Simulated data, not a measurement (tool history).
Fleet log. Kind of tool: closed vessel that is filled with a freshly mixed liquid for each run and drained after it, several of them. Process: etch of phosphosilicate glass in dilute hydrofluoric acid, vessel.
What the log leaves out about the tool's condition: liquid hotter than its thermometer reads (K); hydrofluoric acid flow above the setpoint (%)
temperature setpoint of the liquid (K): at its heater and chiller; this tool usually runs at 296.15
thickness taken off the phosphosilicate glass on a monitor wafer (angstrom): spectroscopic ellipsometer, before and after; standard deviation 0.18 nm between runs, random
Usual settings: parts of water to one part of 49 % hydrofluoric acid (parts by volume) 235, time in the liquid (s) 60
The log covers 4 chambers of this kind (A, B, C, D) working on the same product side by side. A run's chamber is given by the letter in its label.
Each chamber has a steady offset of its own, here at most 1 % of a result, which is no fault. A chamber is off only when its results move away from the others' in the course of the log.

run   hour  temperature setpoint of the liquid (K)  parts of water to one part of 49 % hydrofluoric acid (parts by volume)  time in the liquid (s)  hours since the thermometer was replaced  hours since the hydrofluoric acid flow meter was replaced  read-back film thickness of the phosphosilicate glass reference wafer, read on the same gauge (nm)  thickness taken off the phosphosilicate glass on a monitor wafer (angstrom)
 1C     11                                  296.15                                                                     235                      60                                    1116.4                                                      647.3                                                                                              130.01                                                                       184.34
 2A   16.9                                  296.15                                                                     235                      60                                     112.5                                                      276.1                                                                                              130.03                                                                       184.65
 3B   24.2                                  296.15                                                                     235                      60                                     308.8                                                      558.3                                                                                              129.98                                                                       180.54
 4D   30.9                                  296.15                                                                     235                      60                                     607.6                                                      489.9                                                                                              129.99                                                                       179.52
 5D   37.2                                  296.15                                                                     235                      60                                     613.9                                                      496.2                                                                                              130.01                                                                       179.46
 6A     46                                  296.15                                                                     235                      60                                     141.6                                                      305.2                                                                                              129.96                                                                       181.12
 7B   51.1                                  296.15                                                                     235                      60                                     335.7                                                      585.2                                                                                              129.99                                                                       185.66
 8C   57.3                                  296.15                                                                     235                      60                                    1162.7                                                      693.6                                                                                              129.99                                                                       181.56
        63  -- chamber B: hydrofluoric acid flow meter replaced
 9A   67.3                                  296.15                                                                     235                      60                                     162.9                                                      326.5                                                                                              130.03                                                                       185.54
10D   76.4                                  296.15                                                                     235                      60                                     653.1                                                      535.4                                                                                              130.04                                                                       182.67
11C   86.9                                  296.15                                                                     235                      60                                    1192.3                                                      723.2                                                                                              129.99                                                                        183.2
12B   95.4                                  296.15                                                                     235                      60                                       380                                                       32.4                                                                                              129.96                                                                       180.67
13C  102.9                                  296.15                                                                     235                      60                                    1208.3                                                      739.2                                                                                              130.03                                                                       184.28
14A  112.8                                  296.15                                                                     235                      60                                     208.4                                                        372                                                                                              129.98                                                                       187.36
15D    122                                  296.15                                                                     235                      60                                     698.7                                                        581                                                                                              130.03                                                                       183.46
16B  127.8                                  298.15                                                                     235                      30                                     412.4                                                       64.8                                                                                              130.02                                                                       95.927
17B  137.2                                  298.15                                                                     235                      30                                     421.8                                                       74.2                                                                                              130.02                                                                       97.679
18A  145.3                                  298.15                                                                     235                      30                                     240.9                                                      404.5                                                                                              130.01                                                                       101.83
19C  151.7                                  298.15                                                                     235                      30                                    1257.1                                                        788                                                                                              130.02                                                                       99.986
20D  158.1                                  296.15                                                                     235                      60                                     734.8                                                      617.1                                                                                              130.02                                                                       181.17
21B  164.4                                  296.15                                                                     235                      60                                       449                                                      101.4                                                                                              130.01                                                                       179.73
22D  170.7                                  296.15                                                                     235                      60                                     747.4                                                      629.7                                                                                              129.98                                                                       181.55
23C  177.6                                  296.15                                                                     315                      60                                      1283                                                      813.9                                                                                              129.99                                                                       126.01
24A  184.2                                  296.15                                                                     315                      60                                     279.8                                                      443.4                                                                                              130.02                                                                       133.31
25D  193.4                                  296.15                                                                     315                      60                                     770.1                                                      652.4                                                                                              129.99                                                                       123.95
26B  201.2                                  296.15                                                                     315                      60                                     485.8                                                      138.2                                                                                              130.03                                                                        124.3
27C  211.6                                  294.15                                                                     235                      60                                      1317                                                      847.9                                                                                              129.98                                                                       170.78
28A  217.2                                  294.15                                                                     235                      60                                     312.8                                                      476.4                                                                                              129.96                                                                       184.38
29A  224.7                                  294.15                                                                     235                      60                                     320.3                                                      483.9                                                                                              129.98                                                                       183.01
30C    236                                  294.15                                                                     235                      60                                    1341.4                                                      872.3                                                                                              129.98                                                                       170.42
31B  243.9                                  296.15                                                                     235                      60                                     528.5                                                      180.9                                                                                              130.04                                                                       181.19
32D  251.8                                  296.15                                                                     235                      60                                     828.5                                                      710.8                                                                                              130.02                                                                       184.48
       253  -- chamber C: hydrofluoric acid flow meter replaced
33C  258.9                                  296.15                                                                     235                      60                                    1364.3                                                          6                                                                                              130.01                                                                       184.53
34B  265.2                                  296.15                                                                     235                      60                                     549.8                                                      202.2                                                                                              129.99                                                                       181.95
35A  270.7                                  296.15                                                                     235                      60                                     366.3                                                      529.9                                                                                              129.97                                                                       203.41
36D  282.3                                  296.15                                                                     235                      60                                       859                                                      741.3                                                                                                 130                                                                       181.53
37D  291.4                                  296.15                                                                     235                      60                                     868.1                                                      750.4                                                                                              129.95                                                                       183.11

Is one chamber out of step, is the gauge drifting, or do the chambers differ by no more than their own small offsets? For an off chamber, give its letter and the likeliest cause.

Chamber A drifts away from the others.
Likeliest cause: hydrofluoric acid flow above the setpoint (%) = 9.2.
The log might look much the same if the cause were instead: liquid hotter than its thermometer reads (K).

Chamber A could run next with any of the 4 candidate recipes listed below; each alters the usual settings, and their results appear as question marks. Which one brings its results back in line with what the other chambers deliver on the usual settings?
To be in line, a result may differ from the other chambers' mean on the usual settings by at most: thickness taken off the phosphosilicate glass on a monitor wafer (angstrom) 6.3
38A-1  299.7                                  293.15                                                                     235                      60                                                                                                                                                                                                                                                                                     ?
38A-2  299.7                                  296.65                                                                     235                      65                                                                                                                                                                                                                                                                                     ?
38A-3  299.7                                  296.15                                                                     225                      60                                                                                                                                                                                                                                                                                     ?
38A-4  299.7                                  296.15                                                                     245                      60                                                                                                                                                                                                                                                                                     ?

Usual-settings mean across the other chambers: thickness taken off the phosphosilicate glass on a monitor wafer (angstrom) 181.65
  run  thickness taken off the phosphosilicate glass on a monitor wafer (angstrom)
38A-1                                                                       181.64
38A-2                                                                       224.46
38A-3                                                                       214.66
38A-4                                                                       193.13
The answer is 38A-1, which returns the chamber to within the allowed miss of the others.
